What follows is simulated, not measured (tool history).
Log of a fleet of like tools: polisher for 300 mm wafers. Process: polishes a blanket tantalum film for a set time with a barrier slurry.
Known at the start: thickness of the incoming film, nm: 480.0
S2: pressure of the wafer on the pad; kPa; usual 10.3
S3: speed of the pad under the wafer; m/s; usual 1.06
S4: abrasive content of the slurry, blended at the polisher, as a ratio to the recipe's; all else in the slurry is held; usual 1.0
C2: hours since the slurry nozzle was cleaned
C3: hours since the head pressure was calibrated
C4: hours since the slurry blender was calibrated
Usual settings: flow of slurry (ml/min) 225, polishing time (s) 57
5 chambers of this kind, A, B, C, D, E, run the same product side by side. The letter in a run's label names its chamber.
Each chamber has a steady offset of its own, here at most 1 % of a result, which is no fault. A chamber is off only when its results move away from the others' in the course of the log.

{"run": "1C", "hour": 5.9, "flow of slurry (ml/min)": 225, "S2": 10.3, "S3": 1.06, "S4": 1.0, "polishing time (s)": 57, "wafers polished on this pad": 458, "C2": 348.6, "C3": 1156.2, "C4": 303.2, "film removed (Å)": 632.32}
{"run": "2B", "hour": 14.5, "flow of slurry (ml/min)": 225, "S2": 10.3, "S3": 1.06, "S4": 1.0, "polishing time (s)": 57, "wafers polished on this pad": 233, "C2": 393.6, "C3": 717.2, "C4": 310.0, "film removed (Å)": 639.3}
{"run": "3D", "hour": 21.9, "flow of slurry (ml/min)": 225, "S2": 10.3, "S3": 1.06, "S4": 1.0, "polishing time (s)": 57, "wafers polished on this pad": 712, "C2": 75.7, "C3": 440.9, "C4": 341.7, "film removed (Å)": 644.96}
{"hour": 23.0, "done": "chamber D: slurry blender recalibrated"}
{"hour": 24.3, "done": "chamber D: worn pad replaced by a new one"}
{"run": "4E", "hour": 30.8, "flow of slurry (ml/min)": 225, "S2": 10.3, "S3": 1.06, "S4": 1.0, "polishing time (s)": 57, "wafers polished on this pad": 246, "C2": 529.6, "C3": 946.0, "C4": 206.3, "film removed (Å)": 647.91}
{"hour": 34.9, "done": "chamber A: worn pad replaced by a new one"}
{"run": "5A", "hour": 36.2, "flow of slurry (ml/min)": 225, "S2": 10.3, "S3": 1.06, "S4": 1.3, "polishing time (s)": 57, "wafers polished on this pad": 10, "C2": 105.8, "C3": 411.6, "C4": 143.6, "film removed (Å)": 702.66}
{"hour": 39.4, "done": "chamber C: slurry blender recalibrated"}
{"run": "6A", "hour": 42.0, "flow of slurry (ml/min)": 225, "S2": 10.3, "S3": 1.06, "S4": 1.3, "polishing time (s)": 57, "wafers polished on this pad": 55, "C2": 111.6, "C3": 417.4, "C4": 149.4, "film removed (Å)": 695.83}
{"run": "7C", "hour": 48.6, "flow of slurry (ml/min)": 225, "S2": 10.3, "S3": 1.06, "S4": 1.3, "polishing time (s)": 57, "wafers polished on this pad": 790, "C2": 391.3, "C3": 1198.9, "C4": 9.2, "film removed (Å)": 683.01}
{"hour": 53.9, "done": "chamber D: head pressure recalibrated"}
{"hour": 55.6, "done": "chamber B: worn pad replaced by a new one"}
{"hour": 56.2, "done": "chamber C: slurry nozzle cleaned"}
{"run": "8E", "hour": 57.0, "flow of slurry (ml/min)": 225, "S2": 10.3, "S3": 1.06, "S4": 1.3, "polishing time (s)": 57, "wafers polished on this pad": 450, "C2": 555.8, "C3": 972.2, "C4": 232.5, "film removed (Å)": 690.06}
{"hour": 59.7, "done": "chamber B: slurry blender recalibrated"}
{"hour": 62.6, "done": "chamber A: slurry blender recalibrated"}
{"run": "9B", "hour": 66.1, "flow of slurry (ml/min)": 225, "S2": 10.3, "S3": 1.06, "S4": 1.3, "polishing time (s)": 57, "wafers polished on this pad": 82, "C2": 445.2, "C3": 768.8, "C4": 6.4, "film removed (Å)": 686.11}
{"hour": 68.7, "done": "chamber A: head pressure recalibrated"}
{"run": "10D", "hour": 74.4, "flow of slurry (ml/min)": 225, "S2": 10.3, "S3": 1.06, "S4": 1.0, "polishing time (s)": 57, "wafers polished on this pad": 390, "C2": 128.2, "C3": 20.5, "C4": 51.5, "film removed (Å)": 641.2}
{"run": "11D", "hour": 78.9, "flow of slurry (ml/min)": 225, "S2": 10.3, "S3": 1.06, "S4": 1.0, "polishing time (s)": 57, "wafers polished on this pad": 425, "C2": 132.7, "C3": 25.0, "C4": 56.0, "film removed (Å)": 643.71}
{"run": "12A", "hour": 85.7, "flow of slurry (ml/min)": 225, "S2": 10.3, "S3": 1.22, "S4": 1.0, "polishing time (s)": 70, "wafers polished on this pad": 395, "C2": 155.3, "C3": 17.1, "C4": 23.1, "film removed (Å)": 903.24}
{"run": "13C", "hour": 91.1, "flow of slurry (ml/min)": 225, "S2": 10.3, "S3": 1.22, "S4": 1.0, "polishing time (s)": 70, "wafers polished on this pad": 1121, "C2": 34.9, "C3": 1241.4, "C4": 51.7, "film removed (Å)": 920.61}
{"run": "14B", "hour": 97.0, "flow of slurry (ml/min)": 225, "S2": 10.3, "S3": 1.22, "S4": 1.0, "polishing time (s)": 70, "wafers polished on this pad": 322, "C2": 476.1, "C3": 799.7, "C4": 37.3, "film removed (Å)": 906.77}
{"hour": 102.2, "done": "chamber B: head pressure recalibrated"}
{"run": "15E", "hour": 103.0, "flow of slurry (ml/min)": 225, "S2": 10.3, "S3": 1.22, "S4": 1.0, "polishing time (s)": 70, "wafers polished on this pad": 809, "C2": 601.8, "C3": 1018.2, "C4": 278.5, "film removed (Å)": 927.83}
{"hour": 106.7, "done": "chamber B: slurry nozzle cleaned"}
{"hour": 109.0, "done": "chamber E: worn pad replaced by a new one"}
{"run": "16A", "hour": 109.7, "flow of slurry (ml/min)": 225, "S2": 10.3, "S3": 1.22, "S4": 1.0, "polishing time (s)": 70, "wafers polished on this pad": 582, "C2": 179.3, "C3": 41.1, "C4": 47.1, "film removed (Å)": 912.7}
{"hour": 115.6, "done": "chamber C: worn pad replaced by a new one"}
{"run": "17D", "hour": 116.8, "flow of slurry (ml/min)": 225, "S2": 10.3, "S3": 1.06, "S4": 1.0, "polishing time (s)": 57, "wafers polished on this pad": 720, "C2": 170.6, "C3": 62.9, "C4": 93.9, "film removed (Å)": 646.64}
{"hour": 118.9, "done": "chamber B: worn pad replaced by a new one"}
{"run": "18E", "hour": 121.3, "flow of slurry (ml/min)": 150, "S2": 13.8, "S3": 1.06, "S4": 1.0, "polishing time (s)": 57, "wafers polished on this pad": 95, "C2": 620.1, "C3": 1036.5, "C4": 296.8, "film removed (Å)": 813.17}
{"hour": 125.5, "done": "chamber D: worn pad replaced by a new one"}
{"run": "19C", "hour": 125.9, "flow of slurry (ml/min)": 150, "S2": 13.8, "S3": 1.06, "S4": 1.0, "polishing time (s)": 57, "wafers polished on this pad": 80, "C2": 69.7, "C3": 1276.2, "C4": 86.5, "film removed (Å)": 808.87}
{"run": "20B", "hour": 131.2, "flow of slurry (ml/min)": 150, "S2": 13.8, "S3": 1.06, "S4": 1.0, "polishing time (s)": 57, "wafers polished on this pad": 95, "C2": 24.6, "C3": 29.1, "C4": 71.5, "film removed (Å)": 807.95}
{"run": "21D", "hour": 136.4, "flow of slurry (ml/min)": 150, "S2": 13.8, "S3": 1.06, "S4": 1.0, "polishing time (s)": 57, "wafers polished on this pad": 85, "C2": 190.2, "C3": 82.5, "C4": 113.5, "film removed (Å)": 821.66}
{"hour": 144.0, "done": "chamber A: worn pad replaced by a new one"}
{"run": "22B", "hour": 144.0, "flow of slurry (ml/min)": 150, "S2": 13.8, "S3": 1.06, "S4": 1.0, "polishing time (s)": 57, "wafers polished on this pad": 195, "C2": 37.4, "C3": 41.9, "C4": 84.3, "film removed (Å)": 809.81}
{"hour": 145.3, "done": "chamber C: head pressure recalibrated"}
{"hour": 146.9, "done": "chamber E: head pressure recalibrated"}
{"run": "23A", "hour": 151.9, "flow of slurry (ml/min)": 225, "S2": 10.3, "S3": 1.06, "S4": 1.0, "polishing time (s)": 57, "wafers polished on this pad": 61, "C2": 221.5, "C3": 83.3, "C4": 89.3, "film removed (Å)": 651.91}
{"run": "24C", "hour": 160.5, "flow of slurry (ml/min)": 225, "S2": 10.3, "S3": 0.86, "S4": 1.0, "polishing time (s)": 57, "wafers polished on this pad": 349, "C2": 104.3, "C3": 15.3, "C4": 121.1, "film removed (Å)": 487.53}
{"run": "25E", "hour": 169.4, "flow of slurry (ml/min)": 225, "S2": 10.3, "S3": 0.86, "S4": 1.0, "polishing time (s)": 57, "wafers polished on this pad": 470, "C2": 668.2, "C3": 22.5, "C4": 344.9, "film removed (Å)": 517.74}
{"run": "26D", "hour": 177.6, "flow of slurry (ml/min)": 225, "S2": 10.3, "S3": 0.86, "S4": 1.0, "polishing time (s)": 57, "wafers polished on this pad": 405, "C2": 231.4, "C3": 123.7, "C4": 154.7, "film removed (Å)": 517.22}
{"run": "27B", "hour": 181.9, "flow of slurry (ml/min)": 225, "S2": 10.3, "S3": 0.86, "S4": 1.0, "polishing time (s)": 57, "wafers polished on this pad": 490, "C2": 75.3, "C3": 79.8, "C4": 122.2, "film removed (Å)": 520.39}
{"run": "28C", "hour": 186.7, "flow of slurry (ml/min)": 225, "S2": 10.3, "S3": 0.86, "S4": 1.0, "polishing time (s)": 57, "wafers polished on this pad": 553, "C2": 130.5, "C3": 41.5, "C4": 147.3, "film removed (Å)": 485.36}
{"hour": 190.6, "done": "chamber B: worn pad replaced by a new one"}
{"run": "29E", "hour": 193.1, "flow of slurry (ml/min)": 225, "S2": 10.3, "S3": 1.06, "S4": 1.0, "polishing time (s)": 57, "wafers polished on this pad": 654, "C2": 691.9, "C3": 46.2, "C4": 368.6, "film removed (Å)": 641.93}
{"run": "30A", "hour": 201.3, "flow of slurry (ml/min)": 225, "S2": 10.3, "S3": 1.06, "S4": 1.0, "polishing time (s)": 76, "wafers polished on this pad": 446, "C2": 270.9, "C3": 132.7, "C4": 138.7, "film removed (Å)": 863.23}
{"hour": 204.9, "done": "chamber A: slurry blender recalibrated"}
{"run": "31A", "hour": 206.5, "flow of slurry (ml/min)": 225, "S2": 10.3, "S3": 1.06, "S4": 1.0, "polishing time (s)": 76, "wafers polished on this pad": 487, "C2": 276.1, "C3": 137.9, "C4": 1.7, "film removed (Å)": 856.47}
{"run": "32C", "hour": 211.2, "flow of slurry (ml/min)": 225, "S2": 10.3, "S3": 1.06, "S4": 1.0, "polishing time (s)": 76, "wafers polished on this pad": 744, "C2": 155.0, "C3": 66.0, "C4": 171.8, "film removed (Å)": 794.15}
{"run": "33D", "hour": 215.5, "flow of slurry (ml/min)": 225, "S2": 10.3, "S3": 1.06, "S4": 1.0, "polishing time (s)": 76, "wafers polished on this pad": 700, "C2": 269.3, "C3": 161.6, "C4": 192.6, "film removed (Å)": 860.38}
{"hour": 219.3, "done": "chamber E: slurry blender recalibrated"}
{"hour": 224.0, "done": "chamber D: worn pad replaced by a new one"}
{"run": "34E", "hour": 224.8, "flow of slurry (ml/min)": 225, "S2": 10.3, "S3": 1.06, "S4": 1.0, "polishing time (s)": 76, "wafers polished on this pad": 901, "C2": 723.6, "C3": 77.9, "C4": 5.5, "film removed (Å)": 858.93}
{"run": "35B", "hour": 233.7, "flow of slurry (ml/min)": 225, "S2": 10.3, "S3": 1.06, "S4": 1.0, "polishing time (s)": 57, "wafers polished on this pad": 336, "C2": 127.1, "C3": 131.6, "C4": 174.0, "film removed (Å)": 641.56}
{"hour": 238.1, "done": "chamber E: worn pad replaced by a new one"}
{"run": "36B", "hour": 242.8, "flow of slurry (ml/min)": 225, "S2": 10.3, "S3": 1.06, "S4": 1.0, "polishing time (s)": 57, "wafers polished on this pad": 407, "C2": 136.2, "C3": 140.7, "C4": 183.1, "film removed (Å)": 639.49}
{"hour": 247.0, "done": "chamber A: worn pad replaced by a new one"}
{"run": "37A", "hour": 248.6, "flow of slurry (ml/min)": 225, "S2": 10.3, "S3": 1.06, "S4": 1.0, "polishing time (s)": 57, "wafers polished on this pad": 12, "C2": 318.2, "C3": 180.0, "C4": 43.8, "film removed (Å)": 644.76}
{"run": "38E", "hour": 256.3, "flow of slurry (ml/min)": 225, "S2": 10.3, "S3": 1.06, "S4": 1.0, "polishing time (s)": 57, "wafers polished on this pad": 141, "C2": 755.1, "C3": 109.4, "C4": 37.0, "film removed (Å)": 645.75}
{"run": "39C", "hour": 262.6, "flow of slurry (ml/min)": 225, "S2": 10.3, "S3": 1.06, "S4": 1.0, "polishing time (s)": 57, "wafers polished on this pad": 1144, "C2": 206.4, "C3": 117.4, "C4": 223.2, "film removed (Å)": 597.9}
{"hour": 266.6, "done": "chamber B: worn pad replaced by a new one"}
{"run": "40D", "hour": 267.4, "flow of slurry (ml/min)": 225, "S2": 10.3, "S3": 1.06, "S4": 1.0, "polishing time (s)": 57, "wafers polished on this pad": 338, "C2": 321.2, "C3": 213.5, "C4": 244.5, "film removed (Å)": 639.67}
{"run": "41D", "hour": 273.3, "flow of slurry (ml/min)": 225, "S2": 13.1, "S3": 1.22, "S4": 1.0, "polishing time (s)": 57, "wafers polished on this pad": 384, "C2": 327.1, "C3": 219.4, "C4": 250.4, "film removed (Å)": 936.61}
{"hour": 273.6, "done": "chamber C: worn pad replaced by a new one"}
{"run": "42B", "hour": 279.9, "flow of slurry (ml/min)": 225, "S2": 13.1, "S3": 1.22, "S4": 1.0, "polishing time (s)": 57, "wafers polished on this pad": 104, "C2": 173.3, "C3": 177.8, "C4": 220.2, "film removed (Å)": 940.56}
{"run": "43C", "hour": 287.2, "flow of slurry (ml/min)": 225, "S2": 13.1, "S3": 1.22, "S4": 1.0, "polishing time (s)": 57, "wafers polished on this pad": 106, "C2": 231.0, "C3": 142.0, "C4": 247.8, "film removed (Å)": 866.74}

Next, every chamber runs the same settings. What will each give?
{"run": "44A", "hour": 293.8, "flow of slurry (ml/min)": 225, "S2": 10.3, "S3": 1.06, "S4": 1.0, "polishing time (s)": 57, "film removed (Å)": "?"}
{"run": "44B", "hour": 293.8, "flow of slurry (ml/min)": 225, "S2": 10.3, "S3": 1.06, "S4": 1.0, "polishing time (s)": 57, "film removed (Å)": "?"}
{"run": "44C", "hour": 293.8, "flow of slurry (ml/min)": 225, "S2": 10.3, "S3": 1.06, "S4": 1.0, "polishing time (s)": 57, "film removed (Å)": "?"}
{"run": "44D", "hour": 293.8, "flow of slurry (ml/min)": 225, "S2": 10.3, "S3": 1.06, "S4": 1.0, "polishing time (s)": 57, "film removed (Å)": "?"}
{"run": "44E", "hour": 293.8, "flow of slurry (ml/min)": 225, "S2": 10.3, "S3": 1.06, "S4": 1.0, "polishing time (s)": 57, "film removed (Å)": "?"}

run=44A film_removed_(Å)=640.98
run=44B film_removed_(Å)=653.00
run=44C film_removed_(Å)=599.09
run=44D film_removed_(Å)=641.10
run=44E film_removed_(Å)=646.25

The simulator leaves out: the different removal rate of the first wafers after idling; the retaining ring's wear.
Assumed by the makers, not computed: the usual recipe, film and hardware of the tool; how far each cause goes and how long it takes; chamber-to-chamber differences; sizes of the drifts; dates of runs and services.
